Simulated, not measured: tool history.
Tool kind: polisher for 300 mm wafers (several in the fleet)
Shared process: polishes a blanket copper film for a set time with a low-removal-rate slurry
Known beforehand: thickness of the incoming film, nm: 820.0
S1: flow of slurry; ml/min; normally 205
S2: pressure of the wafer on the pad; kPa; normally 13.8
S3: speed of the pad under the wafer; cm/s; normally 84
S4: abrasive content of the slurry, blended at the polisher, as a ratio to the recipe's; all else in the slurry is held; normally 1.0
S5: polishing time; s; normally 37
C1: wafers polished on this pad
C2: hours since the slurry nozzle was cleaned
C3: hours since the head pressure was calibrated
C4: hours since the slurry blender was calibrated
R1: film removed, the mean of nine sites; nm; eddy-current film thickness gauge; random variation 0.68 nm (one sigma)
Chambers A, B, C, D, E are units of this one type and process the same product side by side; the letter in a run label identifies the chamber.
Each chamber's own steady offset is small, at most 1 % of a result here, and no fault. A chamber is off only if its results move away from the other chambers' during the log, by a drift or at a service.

| run | hour | S1 | S2 | S3 | S4 | S5 | C1 | C2 | C3 | C4 | R1 |
|---|---|---|---|---|---|---|---|---|---|---|---|
| 1B | 5.3 | 205 | 13.8 | 84 | 1.0 | 37 | 344 | 164.2 | 344.2 | 109.6 | 60.934 |
| 2E | 9.2 | 205 | 13.8 | 84 | 1.0 | 37 | 817 | 201.9 | 66.0 | 31.4 | 61.860 |
| 3C | 15.1 | 205 | 13.8 | 84 | 1.0 | 37 | 459 | 157.5 | 199.9 | 306.6 | 61.242 |
| 4A | 19.0 | 205 | 13.8 | 84 | 1.0 | 37 | 477 | 697.9 | 717.7 | 134.4 | 61.398 |
| 5D | 23.6 | 205 | 13.8 | 60 | 1.0 | 37 | 415 | 258.1 | 136.4 | 60.4 | 43.870 |
| 6A | 28.4 | 205 | 13.8 | 60 | 1.0 | 37 | 566 | 707.3 | 727.1 | 143.8 | 44.300 |
| 7D | 31.9 | 205 | 13.8 | 60 | 1.0 | 37 | 493 | 266.4 | 144.7 | 68.7 | 43.929 |
|  | 37.4 | chamber A: slurry nozzle cleaned |
| 8E | 37.9 | 205 | 13.8 | 60 | 1.0 | 37 | 1088 | 230.6 | 94.7 | 60.1 | 42.728 |
| 9B | 40.6 | 205 | 13.8 | 60 | 1.0 | 37 | 676 | 199.5 | 379.5 | 144.9 | 43.446 |
| 10C | 46.6 | 205 | 13.8 | 84 | 1.0 | 37 | 756 | 189.0 | 231.4 | 338.1 | 60.637 |
|  | 47.9 | chamber D: worn pad replaced by a new one |
| 11C | 52.2 | 205 | 13.8 | 84 | 1.0 | 37 | 809 | 194.6 | 237.0 | 343.7 | 60.976 |
| 12B | 55.4 | 205 | 13.8 | 84 | 1.0 | 37 | 816 | 214.3 | 394.3 | 159.7 | 59.462 |
| 13E | 58.1 | 205 | 13.8 | 84 | 1.0 | 37 | 1278 | 250.8 | 114.9 | 80.3 | 61.742 |
|  | 60.4 | chamber E: worn pad replaced by a new one |
| 14D | 61.5 | 205 | 13.8 | 84 | 1.0 | 37 | 128 | 296.0 | 174.3 | 98.3 | 60.903 |
|  | 65.6 | chamber B: slurry blender recalibrated |
|  | 67.2 | chamber D: slurry nozzle cleaned |
| 15A | 67.3 | 205 | 13.8 | 84 | 1.0 | 37 | 932 | 29.9 | 766.0 | 182.7 | 61.124 |
| 16E | 71.3 | 205 | 13.8 | 84 | 1.0 | 37 | 102 | 264.0 | 128.1 | 93.5 | 60.685 |
|  | 76.1 | chamber C: worn pad replaced by a new one |
| 17D | 76.2 | 205 | 13.8 | 84 | 1.0 | 37 | 267 | 9.1 | 189.0 | 113.0 | 61.223 |
| 18A | 79.6 | 205 | 13.8 | 84 | 1.0 | 37 | 1048 | 42.2 | 778.3 | 195.0 | 62.467 |
| 19B | 85.1 | 205 | 13.8 | 84 | 1.0 | 37 | 1096 | 244.0 | 424.0 | 19.6 | 58.495 |
| 20C | 88.4 | 205 | 13.8 | 84 | 1.0 | 37 | 115 | 230.8 | 273.2 | 379.9 | 61.083 |
|  | 88.8 | chamber A: worn pad replaced by a new one |
| 21B | 93.8 | 205 | 13.8 | 84 | 1.0 | 37 | 1178 | 252.7 | 432.7 | 28.3 | 59.124 |
| 22D | 99.6 | 205 | 13.8 | 84 | 1.0 | 37 | 487 | 32.5 | 212.4 | 136.4 | 61.517 |
| 23E | 104.2 | 205 | 13.8 | 84 | 1.0 | 37 | 412 | 296.9 | 161.0 | 126.4 | 61.200 |
| 24A | 108.7 | 205 | 13.8 | 84 | 1.0 | 37 | 187 | 71.3 | 807.4 | 224.1 | 60.068 |
| 25C | 112.6 | 205 | 13.8 | 84 | 1.0 | 37 | 344 | 255.0 | 297.4 | 404.1 | 61.670 |
| 26D | 116.0 | 205 | 13.8 | 84 | 1.0 | 37 | 642 | 48.9 | 228.8 | 152.8 | 61.346 |
| 27B | 121.6 | 205 | 13.8 | 84 | 1.0 | 37 | 1440 | 280.5 | 460.5 | 56.1 | 57.497 |
|  | 122.6 | chamber D: worn pad replaced by a new one |
| 28A | 126.0 | 205 | 13.8 | 84 | 1.0 | 37 | 350 | 88.6 | 824.7 | 241.4 | 61.634 |
| 29C | 129.1 | 205 | 13.8 | 84 | 1.0 | 37 | 499 | 271.5 | 313.9 | 420.6 | 60.342 |
| 30E | 132.3 | 205 | 17.2 | 84 | 0.8 | 37 | 677 | 325.0 | 189.1 | 154.5 | 71.805 |
| 31B | 136.5 | 205 | 17.2 | 84 | 0.8 | 37 | 1580 | 295.4 | 475.4 | 71.0 | 67.736 |
| 32E | 142.2 | 205 | 17.2 | 84 | 0.8 | 37 | 770 | 334.9 | 199.0 | 164.4 | 73.301 |
| 33A | 144.9 | 205 | 17.2 | 84 | 0.8 | 37 | 529 | 107.5 | 843.6 | 260.3 | 72.592 |
| 34D | 150.4 | 205 | 17.2 | 84 | 0.8 | 37 | 262 | 83.3 | 263.2 | 187.2 | 73.189 |
| 35C | 155.1 | 205 | 13.8 | 84 | 1.0 | 37 | 744 | 297.5 | 339.9 | 446.6 | 60.299 |
| 36E | 161.0 | 205 | 13.8 | 84 | 1.0 | 37 | 948 | 353.7 | 217.8 | 183.2 | 61.904 |
| 37D | 166.3 | 205 | 13.8 | 84 | 1.0 | 37 | 412 | 99.2 | 279.1 | 203.1 | 61.049 |
|  | 167.8 | chamber C: worn pad replaced by a new one |
| 38C | 170.1 | 205 | 13.8 | 84 | 1.0 | 37 | 22 | 312.5 | 354.9 | 461.6 | 61.278 |
| 39B | 174.9 | 205 | 13.8 | 84 | 1.0 | 37 | 1942 | 333.8 | 513.8 | 109.4 | 55.760 |
| 40A | 178.0 | 205 | 13.8 | 84 | 1.0 | 37 | 841 | 140.6 | 876.7 | 293.4 | 62.068 |
| 41D | 181.2 | 205 | 13.8 | 84 | 1.0 | 37 | 552 | 114.1 | 294.0 | 218.0 | 61.258 |
|  | 182.0 | chamber C: slurry nozzle cleaned |
| 42C | 186.6 | 205 | 13.8 | 84 | 1.0 | 37 | 177 | 4.7 | 371.4 | 478.1 | 61.521 |
|  | 187.5 | chamber E: slurry blender recalibrated |
| 43E | 191.6 | 205 | 13.8 | 84 | 1.0 | 37 | 1236 | 384.3 | 248.4 | 4.2 | 60.595 |
| 44A | 195.9 | 205 | 13.8 | 84 | 1.0 | 37 | 1009 | 158.5 | 894.6 | 311.3 | 61.527 |

Does one chamber stand apart from the rest, does the shared gauge drift, or is all well apart from small per-chamber offsets? Give the chamber and the most likely cause, where there is one.

One chamber, B, drifts off from the rest bit by bit.
What lies behind it: removal rate lost through wear of the pad, % = 9.22.
It could be hard to tell apart here from: slurry flow missing at the pad, %; head's pressure below its setpoint, %.

Below are 4 candidate recipes for chamber B's next run, each the usual settings with a change, their results shown as question marks. Which of them brings B's results back in line with what the other chambers give on the usual settings?
In-line tolerance around the mean of the other chambers on the usual settings: R1 2.400 nm
| 45B-1 | 200.3 | 190 | 13.8 | 84 | 0.9 | 37 |  |  |  |  | ? |
| 45B-2 | 200.3 | 205 | 13.1 | 82 | 1.0 | 36 |  |  |  |  | ? |
| 45B-3 | 200.3 | 250 | 13.8 | 84 | 1.0 | 37 |  |  |  |  | ? |
| 45B-4 | 200.3 | 205 | 13.8 | 88 | 1.0 | 39 |  |  |  |  | ? |

On the usual settings, the other chambers give on average: R1 61.281 nm
| run | R1 |
|---|---|
| 45B-1 | 54.031 |
| 45B-2 | 50.301 |
| 45B-3 | 57.057 |
| 45B-4 | 61.542 |
45B-4 is the one that brings the chamber's results back in line with the other chambers.
